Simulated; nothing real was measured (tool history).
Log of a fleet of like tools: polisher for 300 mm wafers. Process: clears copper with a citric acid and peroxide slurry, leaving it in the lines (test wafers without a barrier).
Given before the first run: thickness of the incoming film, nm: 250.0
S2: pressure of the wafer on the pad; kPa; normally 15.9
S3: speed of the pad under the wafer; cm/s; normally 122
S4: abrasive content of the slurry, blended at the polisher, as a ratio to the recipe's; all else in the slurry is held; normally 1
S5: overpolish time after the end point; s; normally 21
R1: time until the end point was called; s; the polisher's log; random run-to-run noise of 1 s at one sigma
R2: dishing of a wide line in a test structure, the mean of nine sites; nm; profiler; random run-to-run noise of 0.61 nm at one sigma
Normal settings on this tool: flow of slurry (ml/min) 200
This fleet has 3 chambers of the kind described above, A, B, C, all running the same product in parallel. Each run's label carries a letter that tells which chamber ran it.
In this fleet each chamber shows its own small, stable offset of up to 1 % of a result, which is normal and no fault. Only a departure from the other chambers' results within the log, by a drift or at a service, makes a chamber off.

run 1A hour=6.2 | flow_of_slurry_(ml/min)=200 S2=15.9 S3=122 S4=1 S5=21 | R1=102.1 R2=33.916
run 2B hour=15 | flow_of_slurry_(ml/min)=200 S2=15.9 S3=122 S4=1 S5=21 | R1=101.5 R2=34.407
run 3C hour=20.7 | flow_of_slurry_(ml/min)=200 S2=15.9 S3=122 S4=1 S5=21 | R1=102.75 R2=34.4
-- hour=28.3 chamber A: slurry nozzle cleaned
run 4C hour=28.9 | flow_of_slurry_(ml/min)=200 S2=15.9 S3=122 S4=1 S5=21 | R1=102.06 R2=34.448
-- hour=33.8 chamber B: worn pad replaced by a new one
run 5A hour=36.7 | flow_of_slurry_(ml/min)=200 S2=15.9 S3=122 S4=1 S5=21 | R1=101.39 R2=34.413
run 6B hour=46.4 | flow_of_slurry_(ml/min)=200 S2=15.9 S3=122 S4=1 S5=21 | R1=103.21 R2=35.028
run 7B hour=55.3 | flow_of_slurry_(ml/min)=200 S2=15.9 S3=122 S4=1 S5=21 | R1=101.84 R2=34.494
run 8A hour=65.6 | flow_of_slurry_(ml/min)=140 S2=15.9 S3=122 S4=1 S5=34 | R1=107.21 R2=48.614
-- hour=66.2 chamber C: worn pad replaced by a new one
run 9C hour=73.2 | flow_of_slurry_(ml/min)=140 S2=15.9 S3=122 S4=1 S5=34 | R1=108.55 R2=49.153
run 10B hour=79.8 | flow_of_slurry_(ml/min)=140 S2=15.9 S3=122 S4=1 S5=34 | R1=109.85 R2=47.912
run 11A hour=90 | flow_of_slurry_(ml/min)=200 S2=15.9 S3=122 S4=1 S5=21 | R1=100.72 R2=34.325
run 12C hour=100.2 | flow_of_slurry_(ml/min)=200 S2=15.9 S3=122 S4=1 S5=21 | R1=101.81 R2=34.39
-- hour=102.4 chamber C: slurry blender recalibrated
-- hour=105.3 chamber C: head pressure recalibrated
run 13C hour=107.5 | flow_of_slurry_(ml/min)=200 S2=15.9 S3=122 S4=1 S5=21 | R1=101.06 R2=34.924
run 14B hour=117 | flow_of_slurry_(ml/min)=200 S2=15.9 S3=122 S4=1 S5=21 | R1=102.36 R2=34.721
run 15A hour=121.8 | flow_of_slurry_(ml/min)=200 S2=15.9 S3=122 S4=1 S5=21 | R1=100.61 R2=35.39
run 16C hour=129.7 | flow_of_slurry_(ml/min)=200 S2=15.9 S3=134 S4=0.85 S5=21 | R1=95.374 R2=37.147
run 17A hour=136.8 | flow_of_slurry_(ml/min)=200 S2=15.9 S3=134 S4=0.85 S5=21 | R1=96.291 R2=36.858
-- hour=137.6 chamber A: worn pad replaced by a new one
run 18B hour=145.2 | flow_of_slurry_(ml/min)=200 S2=15.9 S3=134 S4=0.85 S5=21 | R1=96.342 R2=36.159
run 19C hour=153.1 | flow_of_slurry_(ml/min)=200 S2=15.9 S3=122 S4=1 S5=21 | R1=101.98 R2=34.267
-- hour=154.7 chamber A: head pressure recalibrated
run 20A hour=162.3 | flow_of_slurry_(ml/min)=200 S2=15.9 S3=122 S4=1 S5=21 | R1=111.5 R2=31.254
run 21B hour=167.7 | flow_of_slurry_(ml/min)=200 S2=15.9 S3=122 S4=1 S5=21 | R1=102.13 R2=34.475
-- hour=176.4 chamber A: slurry blender recalibrated
run 22C hour=178.2 | flow_of_slurry_(ml/min)=200 S2=15.9 S3=122 S4=1 S5=21 | R1=100.74 R2=34.457
run 23A hour=185.9 | flow_of_slurry_(ml/min)=200 S2=15.9 S3=122 S4=1 S5=21 | R1=113.47 R2=32.431
-- hour=186.6 chamber B: worn pad replaced by a new one
run 24B hour=193.4 | flow_of_slurry_(ml/min)=200 S2=15.9 S3=122 S4=1 S5=21 | R1=102.14 R2=34.413
run 25B hour=199.6 | flow_of_slurry_(ml/min)=140 S2=15.9 S3=122 S4=1 S5=21 | R1=108.8 R2=33.525
run 26C hour=206.3 | flow_of_slurry_(ml/min)=140 S2=15.9 S3=122 S4=1 S5=21 | R1=106.71 R2=31.922
run 27A hour=212.9 | flow_of_slurry_(ml/min)=140 S2=15.9 S3=122 S4=1 S5=21 | R1=117.72 R2=30.068
-- hour=214.8 chamber B: head pressure recalibrated
run 28B hour=218.2 | flow_of_slurry_(ml/min)=200 S2=15.9 S3=122 S4=1 S5=21 | R1=103.26 R2=33.935
run 29A hour=228 | flow_of_slurry_(ml/min)=200 S2=15.9 S3=122 S4=1 S5=21 | R1=110.06 R2=31.823
-- hour=229.3 chamber C: slurry blender recalibrated
run 30C hour=234.8 | flow_of_slurry_(ml/min)=200 S2=15.9 S3=122 S4=1 S5=21 | R1=102.25 R2=33.662
-- hour=241.2 chamber C: worn pad replaced by a new one
run 31B hour=244.1 | flow_of_slurry_(ml/min)=200 S2=15.9 S3=122 S4=1 S5=21 | R1=102.16 R2=34.316
run 32A hour=253.2 | flow_of_slurry_(ml/min)=200 S2=15.9 S3=122 S4=1 S5=21 | R1=112.02 R2=31.72
run 33C hour=259.6 | flow_of_slurry_(ml/min)=200 S2=15.9 S3=122 S4=1 S5=21 | R1=101.26 R2=33.587
run 34A hour=264.7 | flow_of_slurry_(ml/min)=200 S2=15.9 S3=122 S4=1 S5=21 | R1=112.3 R2=31.642
run 35C hour=273.1 | flow_of_slurry_(ml/min)=200 S2=15.9 S3=102 S4=1 S5=21 | R1=121.75 R2=28.731
run 36B hour=282.9 | flow_of_slurry_(ml/min)=200 S2=15.9 S3=102 S4=1 S5=21 | R1=120.48 R2=29.757
run 37C hour=289.4 | flow_of_slurry_(ml/min)=200 S2=15.9 S3=102 S4=1 S5=21 | R1=121.3 R2=30.032
run 38B hour=299.6 | flow_of_slurry_(ml/min)=200 S2=15.9 S3=122 S4=1 S5=21 | R1=103.23 R2=33.798
-- hour=300 chamber A: worn pad replaced by a new one
run 39A hour=308.7 | flow_of_slurry_(ml/min)=200 S2=15.9 S3=122 S4=1 S5=21 | R1=112.87 R2=31.835

Predict what each chamber gives when all 3 of them run the settings below next.
run 40A hour=316.7 | flow_of_slurry_(ml/min)=200 S2=12.4 S3=122 S4=1 S5=21 | R1=? R2=?
run 40B hour=316.7 | flow_of_slurry_(ml/min)=200 S2=12.4 S3=122 S4=1 S5=21 | R1=? R2=?
run 40C hour=316.7 | flow_of_slurry_(ml/min)=200 S2=12.4 S3=122 S4=1 S5=21 | R1=? R2=?

run=40A R1=143.28 R2=25.595
run=40B R1=129.3 R2=28.044
run=40C R1=128.37 R2=26.862
